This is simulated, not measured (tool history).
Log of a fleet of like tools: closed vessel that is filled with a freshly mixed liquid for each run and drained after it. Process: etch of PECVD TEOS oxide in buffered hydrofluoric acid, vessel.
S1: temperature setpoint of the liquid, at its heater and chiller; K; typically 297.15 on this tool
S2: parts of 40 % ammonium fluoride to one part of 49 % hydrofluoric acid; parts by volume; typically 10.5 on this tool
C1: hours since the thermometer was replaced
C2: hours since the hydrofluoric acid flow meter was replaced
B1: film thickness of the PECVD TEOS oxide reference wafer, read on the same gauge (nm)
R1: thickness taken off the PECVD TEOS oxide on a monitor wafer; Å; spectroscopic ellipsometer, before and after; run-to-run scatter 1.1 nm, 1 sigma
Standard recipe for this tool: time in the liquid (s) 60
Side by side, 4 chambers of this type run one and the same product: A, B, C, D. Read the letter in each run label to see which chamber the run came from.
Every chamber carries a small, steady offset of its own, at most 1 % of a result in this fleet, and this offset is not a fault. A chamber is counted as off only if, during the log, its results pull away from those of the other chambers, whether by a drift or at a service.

Run 1B, hour 3.4: usual settings; C1 317.1; C2 309.8; B1 99.997. Result: R1 1120.6 Å.
Run 2D, hour 8.3: usual settings; C1 711.4; C2 242; B1 99.979. Result: R1 1089.5 Å.
Run 3C, hour 12.6: usual settings; C1 1144.2; C2 652.7; B1 99.997. Result: R1 1086.7 Å.
Run 4A, hour 17.3: usual settings; C1 490.5; C2 30.1; B1 99.989. Result: R1 1110.6 Å.
Run 5C, hour 19.9: usual settings but time in the liquid (s) 45; C1 1151.5; C2 660; B1 99.999. Result: R1 809.13 Å.
Run 6A, hour 22: usual settings but time in the liquid (s) 45; C1 495.2; C2 34.8; B1 100.02. Result: R1 829.27 Å.
Run 7D, hour 26.2: usual settings but time in the liquid (s) 45; C1 729.3; C2 259.9; B1 99.997. Result: R1 834.46 Å.
Run 8B, hour 28.6: usual settings but time in the liquid (s) 45; C1 342.3; C2 335; B1 100.01. Result: R1 837.45 Å.
Run 9A, hour 31.7: usual settings; C1 504.9; C2 44.5; B1 99.999. Result: R1 1093.1 Å.
Run 10C, hour 35.3: usual settings; C1 1166.9; C2 675.4; B1 100.03. Result: R1 1111.8 Å.
Run 11B, hour 37.9: usual settings; C1 351.6; C2 344.3; B1 99.995. Result: R1 1111.3 Å.
Run 12D, hour 42.9: usual settings; C1 746; C2 276.6; B1 99.996. Result: R1 1107.5 Å.
Run 13C, hour 46: usual settings; C1 1177.6; C2 686.1; B1 99.986. Result: R1 1099.7 Å.
Run 14D, hour 49.2: usual settings but S1 299.65 K, time in the liquid (s) 45; C1 752.3; C2 282.9; B1 99.993. Result: R1 952.03 Å.
Run 15A, hour 54: usual settings but S1 299.65 K, time in the liquid (s) 45; C1 527.2; C2 66.8; B1 99.96. Result: R1 961.14 Å.
Run 16B, hour 58.2: usual settings but S1 299.65 K, time in the liquid (s) 45; C1 371.9; C2 364.6; B1 99.995. Result: R1 929.77 Å.
Run 17A, hour 61: usual settings but S1 299.65 K, time in the liquid (s) 45; C1 534.2; C2 73.8; B1 100.01. Result: R1 950.88 Å.
Run 18C, hour 63.3: usual settings; C1 1194.9; C2 703.4; B1 99.99. Result: R1 1110.7 Å.
Run 19B, hour 68.2: usual settings; C1 381.9; C2 374.6; B1 100.02. Result: R1 1075.8 Å.
Run 20D, hour 70.6: usual settings but S1 301.65 K; C1 773.7; C2 304.3; B1 100.01. Result: R1 1388.6 Å.
Run 21C, hour 74: usual settings but S1 301.65 K; C1 1205.6; C2 714.1; B1 99.992. Result: R1 1408.7 Å.
Run 22B, hour 77.3: usual settings but S1 301.65 K; C1 391; C2 383.7; B1 99.999. Result: R1 1366.3 Å.
Run 23D, hour 81.9: usual settings but S1 301.65 K; C1 785; C2 315.6; B1 99.991. Result: R1 1424 Å.
Run 24A, hour 86.2: usual settings; C1 559.4; C2 99; B1 100. Result: R1 1116.2 Å.
Run 25D, hour 89.7: usual settings; C1 792.8; C2 323.4; B1 100. Result: R1 1120.9 Å.
Run 26B, hour 93.5: usual settings; C1 407.2; C2 399.9; B1 99.985. Result: R1 1064 Å.
Run 27A, hour 97.7: usual settings; C1 570.9; C2 110.5; B1 100.02. Result: R1 1078.8 Å.
Run 28C, hour 101.8: usual settings; C1 1233.4; C2 741.9; B1 100.02. Result: R1 1106.6 Å.
Run 29B, hour 105.8: usual settings but S1 301.65 K, time in the liquid (s) 70; C1 419.5; C2 412.2; B1 100.01. Result: R1 1567.9 Å.
Run 30A, hour 110.5: usual settings but S1 301.65 K, time in the liquid (s) 70; C1 583.7; C2 123.3; B1 99.976. Result: R1 1613.6 Å.
Run 31D, hour 115: usual settings but S1 301.65 K, time in the liquid (s) 70; C1 818.1; C2 348.7; B1 99.998. Result: R1 1662.5 Å.
Run 32C, hour 118: usual settings but S1 301.65 K, time in the liquid (s) 70; C1 1249.6; C2 758.1; B1 100. Result: R1 1628.4 Å.
Run 33C, hour 122: usual settings; C1 1253.6; C2 762.1; B1 100.01. Result: R1 1107.8 Å.
Run 34B, hour 124.2: usual settings but S2 12 parts by volume; C1 437.9; C2 430.6; B1 99.998. Result: R1 920.47 Å.
Run 35A, hour 127: usual settings but S2 12 parts by volume; C1 600.2; C2 139.8; B1 99.978. Result: R1 960.32 Å.
Run 36D, hour 131.3: usual settings but S2 12 parts by volume; C1 834.4; C2 365; B1 100.02. Result: R1 973.51 Å.
Run 37C, hour 135.4: usual settings but S2 12 parts by volume; C1 1267; C2 775.5; B1 100.02. Result: R1 963.87 Å.
Run 38A, hour 139.7: usual settings; C1 612.9; C2 152.5; B1 99.995. Result: R1 1120.6 Å.
Run 39D, hour 143.3: usual settings; C1 846.4; C2 377; B1 100.02. Result: R1 1106.1 Å.
Run 40B, hour 146.9: usual settings; C1 460.6; C2 453.3; B1 99.988. Result: R1 1033 Å.
Run 41B, hour 150.8: usual settings but S1 294.65 K, S2 13.5 parts by volume; C1 464.5; C2 457.2; B1 99.981. Result: R1 707.53 Å.
Run 42D, hour 155: usual settings but S1 294.65 K, S2 13.5 parts by volume; C1 858.1; C2 388.7; B1 100. Result: R1 753.07 Å.

Is one chamber off against the others, does the gauge drift, or is nothing wrong? If a chamber is off, say which, and what the likeliest cause is.

Chamber B drifts away from the others.
Likeliest cause: liquid colder than its thermometer reads (K) = 1.55.
With only this log, it may be confused with: hydrofluoric acid flow below the setpoint (%).

Which of the 4 candidates below, each the usual settings with something changed and its results left as question marks, puts chamber B back in line with what the other chambers give on the usual settings?
In line means no further than this from the other chambers' mean on the usual settings: R1 38 Å
Run 43B-1, hour 158.5: usual settings but S2 10 parts by volume, time in the liquid (s) 65. Result: R1 ?.
Run 43B-2, hour 158.5: usual settings but time in the liquid (s) 65. Result: R1 ?.
Run 43B-3, hour 158.5: usual settings but time in the liquid (s) 55. Result: R1 ?.
Run 43B-4, hour 158.5: usual settings but S2 11 parts by volume, time in the liquid (s) 55. Result: R1 ?.

The mean the other chambers reach with the usual settings: R1 1099.2 Å
  run      R1
43B-1  1148.7
43B-2  1095.3
43B-3  926.76
43B-4  885.44
43B-2 is the one that brings the chamber's results back in line with the other chambers.
